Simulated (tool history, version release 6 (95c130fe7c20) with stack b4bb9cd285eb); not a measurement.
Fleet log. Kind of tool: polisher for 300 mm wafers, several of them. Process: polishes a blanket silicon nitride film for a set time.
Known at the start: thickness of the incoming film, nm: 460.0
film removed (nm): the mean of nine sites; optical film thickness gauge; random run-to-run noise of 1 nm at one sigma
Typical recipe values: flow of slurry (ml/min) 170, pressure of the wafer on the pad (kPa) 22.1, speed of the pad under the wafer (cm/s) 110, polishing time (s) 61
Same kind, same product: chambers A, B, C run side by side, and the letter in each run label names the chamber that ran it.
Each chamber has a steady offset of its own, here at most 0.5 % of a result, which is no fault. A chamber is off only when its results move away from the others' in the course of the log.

run   hour  flow of slurry (ml/min)  pressure of the wafer on the pad (kPa)  speed of the pad under the wafer (cm/s)  polishing time (s)  wafers polished on this pad  hours since the slurry nozzle was cleaned  hours since the head pressure was calibrated  film removed (nm)
       4.1  -- chamber A: worn pad replaced by a new one
 1B    5.9                      170                                    22.1                                      110                  61                          463                                      122.4                                         336.8             125.68
 2C     15                      170                                    22.1                                      110                  61                          431                                      418.6                                        1020.1             124.86
 3A   20.1                      170                                    22.1                                      110                  61                          235                                      146.1                                         342.6             126.34
 4C   25.6                      170                                    22.1                                      110                  61                          586                                      429.2                                        1030.7             125.24
      26.3  -- chamber B: worn pad replaced by a new one
 5A   29.8                      170                                    22.1                                      110                  61                          377                                      155.8                                         352.3             125.52
 6B   35.3                      170                                    22.1                                      110                  61                          133                                      151.8                                         366.2             125.41
 7A     41                      170                                    22.1                                      110                  61                          542                                        167                                         363.5             127.14
      41.7  -- chamber C: head pressure recalibrated
        48  -- chamber C: worn pad replaced by a new one
 8C   49.9                      170                                    22.1                                      110                  61                           28                                      453.5                                           8.2             125.49
 9B   55.8                      170                                    22.1                                      110                  61                          433                                      172.3                                         386.7             124.81
      60.4  -- chamber A: worn pad replaced by a new one
10A   61.9                      205                                    16.5                                      110                  61                           22                                      187.9                                         384.4             97.234
11B   70.8                      205                                    16.5                                      110                  61                          653                                      187.3                                         401.7             96.473
      75.2  -- chamber B: worn pad replaced by a new one
12C   79.8                      205                                    16.5                                      110                  61                          466                                      483.4                                          38.1             95.685
13A   85.6                      170                                    22.1                                      110                  61                          369                                      211.6                                         408.1             123.14
14C   92.4                      170                                    22.1                                      110                  61                          650                                        496                                          50.7             123.56
        99  -- chamber C: worn pad replaced by a new one
15B  101.7                      170                                    22.1                                      110                  61                          389                                      218.2                                         432.6             125.67
16C  109.8                      170                                    22.1                                      110                  61                          158                                      513.4                                          68.1             127.85
     116.1  -- chamber A: worn pad replaced by a new one
17B  118.5                      170                                    22.1                                      110                  61                          635                                        235                                         449.4             124.73
18A    126                      170                                      29                                      110                  61                          146                                        252                                         448.5             163.88
19B  132.9                      170                                      29                                      110                  61                          846                                      249.4                                         463.8                165
     133.3  -- chamber B: worn pad replaced by a new one
20C    141                      170                                      29                                      110                  61                          615                                      544.6                                          99.3             162.57
21A  148.6                      170                                    22.1                                      110                  61                          477                                      274.6                                         471.1             122.92
     148.8  -- chamber C: worn pad replaced by a new one
22A  152.8                      170                                    22.1                                      110                  61                          538                                      278.8                                         475.3             123.07
23C  159.7                      170                                    22.1                                      110                  61                          160                                      563.3                                           118             126.52
     166.6  -- chamber C: slurry nozzle cleaned
24B  168.7                      170                                    22.1                                      110                  61                          519                                      285.2                                         499.6             125.31
25B  174.5                      170                                    22.1                                      110                  61                          604                                        291                                         505.4             127.32
     174.9  -- chamber A: worn pad replaced by a new one
       179  -- chamber B: worn pad replaced by a new one
26A  183.3                      170                                    22.1                                      110                  61                          123                                      309.3                                         505.8             124.48
27C  188.3                      170                                    22.1                                      110                  61                          579                                       21.8                                         146.6             125.16
28A  193.4                      170                                    22.1                                      110                  61                          271                                      319.4                                         515.9             123.25
29C  201.1                      170                                    22.1                                      110                  61                          766                                       34.6                                         159.4             126.82
     202.9  -- chamber C: worn pad replaced by a new one
30B  209.3                      170                                    22.1                                      110                  61                          444                                      325.8                                         540.2             125.89
31B  215.5                      170                                    22.1                                      110                  61                          535                                        332                                         546.4             124.21
     220.3  -- chamber A: worn pad replaced by a new one
32C  224.5                      170                                    22.1                                      110                  61                          316                                         58                                         182.8             124.09
     227.1  -- chamber B: worn pad replaced by a new one
33A  231.9                      170                                    22.1                                      110                  61                          171                                      357.9                                         554.4              121.3
34B  238.3                      170                                    22.1                                      110                  61                          164                                      354.8                                         569.2             127.01
35A  243.9                      170                                    22.1                                      110                  61                          347                                      369.9                                         566.4             119.32
36C  249.7                      170                                    22.1                                      110                  61                          685                                       83.2                                           208             126.69
     254.7  -- chamber C: worn pad replaced by a new one
37C    258                      170                                    22.1                                      110                  61                           49                                       91.5                                         216.3             124.68

For the next run the whole fleet of 3 chambers uses the same settings. Give each chamber's results:
38A  264.7                      170                                    22.1                                      110                  61                                                                                                                                        ?
38B  264.7                      170                                    22.1                                      110                  61                                                                                                                                        ?
38C  264.7                      170                                    22.1                                      110                  61                                                                                                                                        ?

run  film removed (nm)
38A             118.59
38B             124.77
38C             127.15

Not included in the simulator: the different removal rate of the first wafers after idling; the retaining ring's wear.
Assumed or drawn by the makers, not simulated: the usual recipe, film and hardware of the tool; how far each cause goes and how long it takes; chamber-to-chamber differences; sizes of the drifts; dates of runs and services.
